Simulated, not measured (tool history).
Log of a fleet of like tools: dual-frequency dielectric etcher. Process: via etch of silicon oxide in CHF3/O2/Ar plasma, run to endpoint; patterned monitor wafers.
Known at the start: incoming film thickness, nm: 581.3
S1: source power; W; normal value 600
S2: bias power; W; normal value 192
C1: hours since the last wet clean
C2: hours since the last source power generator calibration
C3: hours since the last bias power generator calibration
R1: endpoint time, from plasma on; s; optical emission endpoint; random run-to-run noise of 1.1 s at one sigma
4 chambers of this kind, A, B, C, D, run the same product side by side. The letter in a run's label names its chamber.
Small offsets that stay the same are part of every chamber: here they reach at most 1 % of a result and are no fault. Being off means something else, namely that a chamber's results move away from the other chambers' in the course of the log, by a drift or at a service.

run	day	S1	S2	C1	C2	C3	R1
1C	0.167	600	192	263.8	306.4	144.2	286.05
2A	0.379	600	192	172.6	4113.5	115.6	289.35
3B	0.558	600	192	113.2	2523.7	3512.2	283.98
4D	0.792	600	192	194.3	95.2	1209	286.23
5A	0.917	600	192	185.5	4126.4	128.5	289.07
6C	1.158	600	192	287.6	330.2	168	284.78
7B	1.354	600	169	132.3	2542.8	3531.3	297.26
8D	1.533	600	169	212.1	113	1226.8	298.94
9B	1.75	600	169	141.8	2552.3	3540.8	299.83
10A	1.883	600	169	208.7	4149.6	151.7	299.56
11C	2.088	700	168	309.9	352.5	190.3	282.14
12D	2.304	700	168	230.6	131.5	1245.3	283.85
13B	2.554	700	168	161.1	2571.6	3560.1	280.25
14C	2.7	700	168	324.6	367.2	205	283.14
15A	2.896	600	192	233	4173.9	176	288.93
16D	3.117	490	156	250.1	151	1264.8	332.63
17D	3.258	490	156	253.5	154.4	1268.2	335.65
18C	3.429	490	156	342.1	384.7	222.5	330.93
# day 3.496: chamber C: wet clean of the chamber
19A	3.625	490	156	250.5	4191.4	193.5	335
20B	3.75	600	192	189.8	2600.3	3588.8	285.07
21D	3.929	600	192	269.6	170.5	1284.3	289.68
22B	4.038	600	192	196.7	2607.2	3595.7	286.75
23A	4.275	600	192	266.1	4207	209.1	287.63
24C	4.433	600	192	22.5	408.8	246.6	285
25D	4.675	530	214	287.5	188.4	1302.2	294.38
26B	4.833	530	214	215.8	2626.3	3614.8	289.36
27C	5.071	530	214	37.8	424.1	261.9	288.38
28A	5.183	530	214	287.9	4228.8	230.9	290.55
29A	5.392	600	192	292.9	4233.8	235.9	287.88
30D	5.504	600	192	307.4	208.3	1322.1	294.18
31B	5.725	600	192	237.2	2647.7	3636.2	286.62
32C	5.921	600	192	58.2	444.5	282.3	285.11
33B	6.129	600	192	246.9	2657.4	3645.9	285.32
# day 6.142: chamber A: source power generator calibrated
34C	6.271	600	192	66.6	452.9	290.7	285.84
35A	6.392	600	192	316.9	6	259.9	289.05
36D	6.642	600	192	334.7	235.6	1349.4	296.38
37C	6.892	600	192	81.5	467.8	305.6	284.5
38A	7.038	600	192	332.4	21.5	275.4	286.57
39B	7.162	600	228	271.7	2682.2	3670.7	267.95
# day 7.279: chamber A: wet clean of the chamber
40D	7.375	600	228	352.3	253.2	1367	278.23
41A	7.488	600	228	5	32.3	286.2	273.14
42B	7.658	600	228	283.6	2694.1	3682.6	268.84

The same settings go to every chamber for the next run, one line per chamber below. Forecast the results for each:
43A	7.842	510	192				?
43B	7.842	510	192				?
43C	7.842	510	192				?
43D	7.842	510	192				?

run	R1
43A	306.99
43B	304.27
43C	303.72
43D	317.31

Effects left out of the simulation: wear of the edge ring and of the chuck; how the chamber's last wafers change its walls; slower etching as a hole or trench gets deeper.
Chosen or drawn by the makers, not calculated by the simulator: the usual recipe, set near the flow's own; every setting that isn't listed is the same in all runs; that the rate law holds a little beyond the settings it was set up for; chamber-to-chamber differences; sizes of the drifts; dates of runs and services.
